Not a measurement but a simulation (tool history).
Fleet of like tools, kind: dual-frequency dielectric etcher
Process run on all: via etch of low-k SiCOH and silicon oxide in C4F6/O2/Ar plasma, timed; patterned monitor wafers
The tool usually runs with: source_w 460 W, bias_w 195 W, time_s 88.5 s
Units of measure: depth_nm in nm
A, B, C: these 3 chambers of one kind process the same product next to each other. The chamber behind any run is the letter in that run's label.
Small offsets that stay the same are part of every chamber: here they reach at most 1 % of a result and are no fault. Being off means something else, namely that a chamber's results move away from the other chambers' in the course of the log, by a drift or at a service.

| run | hour | source_w | bias_w | time_s | read-back reference wafer on the same gauge, depth_nm | depth_nm |
|---|---|---|---|---|---|---|
| 1B | 4.1 | 460 | 195 | 88.5 | 285.00 | 267.25 |
| 2C | 11.7 | 460 | 195 | 88.5 | 285.01 | 266.60 |
| 3A | 17.7 | 460 | 195 | 88.5 | 285.06 | 268.79 |
| 4A | 22.6 | 460 | 195 | 88.5 | 285.16 | 268.42 |
| 5B | 28.6 | 460 | 195 | 88.5 | 284.89 | 269.93 |
| 6C | 37.4 | 460 | 195 | 88.5 | 285.02 | 267.00 |
| 7A | 45.2 | 460 | 195 | 88.5 | 284.85 | 267.71 |
| 8C | 53.1 | 460 | 195 | 88.5 | 284.95 | 266.91 |
| 9B | 62.3 | 460 | 195 | 88.5 | 284.97 | 268.02 |
| 10A | 69.1 | 460 | 195 | 88.5 | 284.82 | 268.93 |
| 11B | 74.8 | 460 | 195 | 88.5 | 284.97 | 269.04 |
| 12C | 82.7 | 460 | 195 | 88.5 | 284.85 | 265.91 |
| 13B | 87.6 | 460 | 195 | 88.5 | 284.88 | 268.60 |
|  | 95.3 | chamber A: wet clean of the chamber |
| 14A | 96.1 | 460 | 195 | 88.5 | 285.20 | 268.91 |
| 15C | 104.1 | 460 | 195 | 88.5 | 285.10 | 265.70 |
| 16C | 109.8 | 460 | 195 | 88.5 | 285.00 | 265.77 |
| 17B | 115.7 | 460 | 195 | 88.5 | 285.06 | 267.51 |
| 18A | 121.3 | 460 | 195 | 88.5 | 285.10 | 270.03 |
| 19C | 129.7 | 460 | 195 | 88.5 | 285.02 | 266.67 |
| 20B | 138.6 | 460 | 195 | 88.5 | 284.94 | 269.50 |
| 21A | 145.5 | 460 | 195 | 88.5 | 284.96 | 268.64 |
| 22B | 154.0 | 460 | 195 | 88.5 | 285.06 | 268.85 |
| 23C | 161.8 | 460 | 195 | 88.5 | 284.95 | 266.56 |
|  | 162.0 | chamber B: bias power generator calibrated |
| 24A | 167.2 | 460 | 195 | 88.5 | 284.93 | 269.61 |
| 25A | 173.7 | 460 | 195 | 88.5 | 284.82 | 268.32 |
| 26C | 178.3 | 460 | 195 | 88.5 | 284.92 | 266.10 |
| 27B | 186.8 | 460 | 195 | 88.5 | 284.92 | 268.62 |
| 28C | 194.0 | 460 | 195 | 88.5 | 285.01 | 266.47 |
| 29A | 200.7 | 460 | 195 | 88.5 | 285.01 | 269.73 |

Read the log: is a single chamber off, either drifting away or since a service, is the gauge that measures every chamber drifting, or is nothing wrong beyond small per-chamber offsets? Name any odd chamber and what most likely caused it.

No chamber is off and the gauge is stable; the differences are just each chamber's small, constant offset.
